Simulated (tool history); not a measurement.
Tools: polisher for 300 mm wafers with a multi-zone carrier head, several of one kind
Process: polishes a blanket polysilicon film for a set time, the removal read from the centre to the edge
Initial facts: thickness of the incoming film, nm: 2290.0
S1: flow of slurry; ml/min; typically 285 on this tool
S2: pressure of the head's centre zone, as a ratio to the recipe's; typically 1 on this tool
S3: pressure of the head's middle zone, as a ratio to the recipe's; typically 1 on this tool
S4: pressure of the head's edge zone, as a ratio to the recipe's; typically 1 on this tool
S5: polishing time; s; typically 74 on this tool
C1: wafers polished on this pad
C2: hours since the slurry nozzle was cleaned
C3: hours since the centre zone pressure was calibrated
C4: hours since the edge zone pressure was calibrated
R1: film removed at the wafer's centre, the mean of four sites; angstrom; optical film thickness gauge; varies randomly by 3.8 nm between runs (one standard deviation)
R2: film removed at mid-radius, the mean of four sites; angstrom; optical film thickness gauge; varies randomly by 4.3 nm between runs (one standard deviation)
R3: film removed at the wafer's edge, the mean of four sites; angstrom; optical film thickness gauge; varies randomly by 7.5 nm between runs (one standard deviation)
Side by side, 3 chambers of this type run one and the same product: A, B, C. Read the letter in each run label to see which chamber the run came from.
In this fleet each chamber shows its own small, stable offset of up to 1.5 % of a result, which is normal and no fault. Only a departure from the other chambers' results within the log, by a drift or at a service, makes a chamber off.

run,day,S1,S2,S3,S4,S5,C1,C2,C3,C4,R1,R2,R3
# day 0.433: chamber C: slurry nozzle cleaned
1C,0.488,285,1,1,1,74,558,1.3,394.3,211.2,5797.7,5759.1,5921.7
2B,0.908,285,1,1,1,74,509,899.9,390.7,717.4,5792.2,5842.6,5764.7
3A,1.338,285,1,1,1,74,630,522.6,178.4,110.8,5793.2,5735.2,5729.5
4A,1.946,285,1,1,1,74,794,537.2,193,125.4,5760,5772.4,5776
# day 2.079: chamber C: worn pad replaced by a new one
5C,2.296,285,1,1,1,74,58,44.7,437.7,254.6,5842.5,5843,5775.6
# day 2.421: chamber B: slurry nozzle cleaned
# day 2.538: chamber B: worn pad replaced by a new one
6B,2.75,285,1,1,1,74,57,8,434.9,761.6,5878.7,5855.6,5743.4
7C,3.258,285,1,1,1,74,318,67.8,460.8,277.7,5805.1,5824.7,5944.1
# day 3.288: chamber A: worn pad replaced by a new one
8A,3.85,285,1,1,1,74,152,582.9,238.7,171.1,5776.9,5797,5840.3
9B,4.342,285,1,1,1,74,486,46.2,473.1,799.8,5872.8,5823.8,5841.6
10A,4.65,285,1,1,1,74,368,602.1,257.9,190.3,5776.7,5842,5905.6
11B,4.954,285,1,1,1,74,652,60.9,487.8,814.5,5769.9,5822.5,5758.7
12C,5.358,285,1,1.08,1,74,884,118.2,511.2,328.1,5850.5,6252.5,5885.7
13B,5.683,285,1,1.08,1,74,848,78.4,505.3,832,5773.5,6290.3,5862.6
# day 5.738: chamber C: worn pad replaced by a new one
14C,6.117,285,1,1.08,1,74,102,136.4,529.4,346.3,5832.9,6255.6,5859.8
# day 6.342: chamber B: worn pad replaced by a new one
# day 6.367: chamber C: centre zone pressure recalibrated
15A,6.567,285,1,1,1,74,884,648.1,303.9,236.3,5788.8,5796.8,5783.1
16A,6.971,285,1,1,1,74,993,657.8,313.6,246,5796.4,5821.7,5819.8
17B,7.421,285,1,1,1,74,291,120.1,547,873.7,5809.8,5963.1,5799.2
18C,7.867,285,1,1,1,74,574,178.4,36,388.3,5323.4,5791.2,5867
19C,8.408,285,1,1,1,74,720,191.4,49,401.3,5356.1,5775.9,5923.8
# day 8.467: chamber A: worn pad replaced by a new one
# day 8.621: chamber C: worn pad replaced by a new one
20A,8.929,285,1,1,1,74,125,704.8,360.6,293,5804,5868.6,5880.7
21B,9.246,190,1,1,1,66,783,163.9,590.8,917.5,4902.3,4985.3,4857.4
# day 9.388: chamber B: worn pad replaced by a new one
22C,9.808,190,1,1,1,66,320,225,82.6,434.9,4521.7,4970.5,5059.2
# day 10.104: chamber C: slurry nozzle cleaned
23A,10.121,190,1,1,1,66,446,733.4,389.2,321.6,4890.8,4979.4,4988.6
24B,10.454,285,1,1,1,74,287,192.9,619.8,946.5,5848.6,5910.8,5750.1
25A,10.825,285,1,1,1,74,636,750.3,406.1,338.5,5799,5831.7,5776.5
# day 11.075: chamber B: centre zone pressure recalibrated
26B,11.417,285,1,1.1,1,74,547,216,8.3,969.6,5856.1,6358.8,5743.2
# day 11.654: chamber A: centre zone pressure recalibrated
27C,12.004,285,1,1.1,1,74,912,45.6,135.3,487.6,5369.8,6341.4,5889.5
# day 12.067: chamber C: worn pad replaced by a new one
28B,12.271,285,1,1.1,1,74,777,236.5,28.8,990.1,5809.7,6381.9,5673.3
# day 12.525: chamber A: worn pad replaced by a new one
# day 12.529: chamber B: worn pad replaced by a new one
29A,12.875,210,0.92,1,1,74,95,799.5,29.4,387.7,5134.7,5611.8,5794.6
30C,13.454,210,0.92,1,1,74,374,80.4,170.1,522.4,4683.4,5543.8,5738.2
31B,14.029,210,0.92,1,1,74,404,278.7,71,1032.3,5124.2,5734.4,5556.8
32C,14.433,285,1,0.93,1,91,638,103.9,193.6,545.9,6595.7,6672.5,7319.5
33A,14.879,285,1,0.93,1,91,635,847.6,77.5,435.8,7102.7,6631.9,7192.4
34C,15.354,285,1,0.93,1,91,886,126,215.7,568,6510.7,6785.8,7182.6
35B,15.638,285,1,1,0.92,74,838,317.3,109.6,1070.9,5853.6,5860.6,5531.6
# day 16.004: chamber B: worn pad replaced by a new one
36A,16.208,285,1,1,0.92,74,993,879.5,109.4,467.7,5757.5,5839.2,5740.8
37A,16.492,285,1,1,0.92,74,1070,886.3,116.2,474.5,5759.3,5854.2,5430.5
38B,16.896,285,1,1,1,74,241,347.5,139.8,1101.1,5793.5,5844.3,5708.2

For the next run the whole fleet of 3 chambers uses the same settings. Give each chamber's results:
39A,17.333,285,1,1,1,74,,,,,?,?,?
39B,17.333,285,1,1,1,74,,,,,?,?,?
39C,17.333,285,1,1,1,74,,,,,?,?,?

run,R1,R2,R3
39A,5804.4,5790,5874.5
39B,5753.3,5833.3,5883.6
39C,5382.9,5798.9,5803
